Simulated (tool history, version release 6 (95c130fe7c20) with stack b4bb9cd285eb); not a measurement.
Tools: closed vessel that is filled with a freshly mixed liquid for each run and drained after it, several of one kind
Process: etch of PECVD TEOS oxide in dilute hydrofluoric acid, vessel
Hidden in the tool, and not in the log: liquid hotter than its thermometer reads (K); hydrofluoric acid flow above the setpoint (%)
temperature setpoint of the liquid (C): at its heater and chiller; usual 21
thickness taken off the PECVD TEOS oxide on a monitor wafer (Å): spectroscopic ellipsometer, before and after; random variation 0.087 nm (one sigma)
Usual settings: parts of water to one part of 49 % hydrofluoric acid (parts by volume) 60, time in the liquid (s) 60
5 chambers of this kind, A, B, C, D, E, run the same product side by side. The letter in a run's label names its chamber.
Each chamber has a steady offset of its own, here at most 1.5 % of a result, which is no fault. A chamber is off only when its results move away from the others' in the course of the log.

| run | hour | temperature setpoint of the liquid (C) | parts of water to one part of 49 % hydrofluoric acid (parts by volume) | time in the liquid (s) | hours since the thermometer was replaced | hours since the hydrofluoric acid flow meter was replaced | read-back film thickness of the PECVD TEOS oxide reference wafer, read on the same gauge (nm) | thickness taken off the PECVD TEOS oxide on a monitor wafer (Å) |
|---|---|---|---|---|---|---|---|---|
| 1E | 6.6 | 21 | 60 | 60 | 289.9 | 2090.3 | 140 | 126.64 |
| 2B | 17.7 | 21 | 60 | 60 | 397.1 | 342.1 | 140 | 125.9 |
| 3A | 31.5 | 21 | 60 | 60 | 358.1 | 78.9 | 140 | 123.2 |
|  | 36.1 | chamber E: hydrofluoric acid flow meter replaced |
| 4C | 45 | 21 | 60 | 60 | 1838.9 | 53.5 | 139.99 | 127.02 |
| 5D | 54.6 | 21 | 60 | 60 | 1047.6 | 360.7 | 140 | 124.11 |
| 6D | 62.9 | 21 | 60 | 60 | 1055.9 | 369 | 140 | 124.55 |
| 7E | 72.7 | 21 | 60 | 60 | 356 | 36.6 | 140 | 124.63 |
| 8C | 86.2 | 21 | 60 | 60 | 1880.1 | 94.7 | 140.01 | 125.01 |
| 9B | 100.4 | 21 | 60 | 60 | 479.8 | 424.8 | 140.01 | 127.54 |
| 10A | 109.8 | 21 | 60 | 60 | 436.4 | 157.2 | 140.01 | 124.88 |
| 11C | 118.1 | 21 | 60 | 60 | 1912 | 126.6 | 140.02 | 126.04 |
| 12E | 128.9 | 21 | 40 | 30 | 412.2 | 92.8 | 140 | 95.154 |
| 13B | 142.9 | 21 | 40 | 30 | 522.3 | 467.3 | 140.03 | 96.034 |
| 14D | 153.3 | 21 | 40 | 30 | 1146.3 | 459.4 | 140.01 | 95.391 |
| 15A | 164.2 | 21 | 40 | 30 | 490.8 | 211.6 | 139.99 | 94.517 |
| 16A | 176.8 | 21 | 40 | 30 | 503.4 | 224.2 | 139.99 | 96.093 |
| 17B | 190.4 | 21 | 85 | 90 | 569.8 | 514.8 | 139.99 | 129.99 |
| 18D | 203.1 | 21 | 85 | 90 | 1196.1 | 509.2 | 140.02 | 128.2 |
| 19C | 211.4 | 21 | 85 | 90 | 2005.3 | 219.9 | 140.01 | 131.32 |
| 20E | 226.3 | 21 | 85 | 90 | 509.6 | 190.2 | 140.02 | 128.44 |
| 21A | 240.1 | 21 | 85 | 90 | 566.7 | 287.5 | 140.01 | 126.99 |
| 22E | 251.6 | 21 | 60 | 60 | 534.9 | 215.5 | 140.01 | 126.07 |
| 23C | 260.1 | 21 | 45 | 60 | 2054 | 268.6 | 139.98 | 172.08 |
| 24D | 269.4 | 21 | 45 | 60 | 1262.4 | 575.5 | 139.99 | 169.21 |
| 25B | 280.2 | 21 | 45 | 60 | 659.6 | 604.6 | 140.02 | 168.71 |
| 26C | 290 | 21 | 45 | 60 | 2083.9 | 298.5 | 140.01 | 171.53 |
| 27A | 303.4 | 21 | 45 | 60 | 630 | 350.8 | 140 | 169.59 |
| 28E | 312.8 | 21 | 60 | 60 | 596.1 | 276.7 | 139.98 | 124.64 |
| 29D | 320.3 | 21 | 60 | 60 | 1313.3 | 626.4 | 140.01 | 123.4 |
| 30B | 330.4 | 21 | 60 | 60 | 709.8 | 654.8 | 140 | 127.58 |
| 31C | 338.1 | 21 | 60 | 60 | 2132 | 346.6 | 139.98 | 127.15 |
| 32E | 348.6 | 21 | 60 | 60 | 631.9 | 312.5 | 140.01 | 126.46 |
| 33B | 362.8 | 21 | 60 | 60 | 742.2 | 687.2 | 140 | 126.79 |
| 34D | 376.7 | 21 | 60 | 60 | 1369.7 | 682.8 | 140 | 124.75 |
| 35A | 388.6 | 21 | 60 | 60 | 715.2 | 436 | 139.98 | 126.79 |
| 36B | 402.7 | 21 | 60 | 60 | 782.1 | 727.1 | 139.97 | 126.78 |
| 37A | 413.9 | 21 | 60 | 60 | 740.5 | 461.3 | 140.01 | 124.54 |
| 38D | 428.6 | 21 | 60 | 60 | 1421.6 | 734.7 | 139.99 | 125.57 |
| 39E | 435.6 | 21 | 60 | 60 | 718.9 | 399.5 | 140.01 | 126.39 |
| 40C | 450.1 | 21 | 60 | 60 | 2244 | 458.6 | 140 | 125.04 |
| 41D | 457.5 | 21 | 60 | 60 | 1450.5 | 763.6 | 140 | 124.9 |
| 42C | 470.2 | 21 | 60 | 60 | 2264.1 | 478.7 | 139.99 | 125.46 |
| 43B | 482.7 | 21 | 60 | 60 | 862.1 | 807.1 | 139.99 | 126.73 |

What goes on in this fleet: one chamber off, a drifting gauge, or nothing beyond the chambers' own small offsets? Name the chamber and the cause, if any.

No chamber stands off beyond its own small offset, and the gauge holds steady.

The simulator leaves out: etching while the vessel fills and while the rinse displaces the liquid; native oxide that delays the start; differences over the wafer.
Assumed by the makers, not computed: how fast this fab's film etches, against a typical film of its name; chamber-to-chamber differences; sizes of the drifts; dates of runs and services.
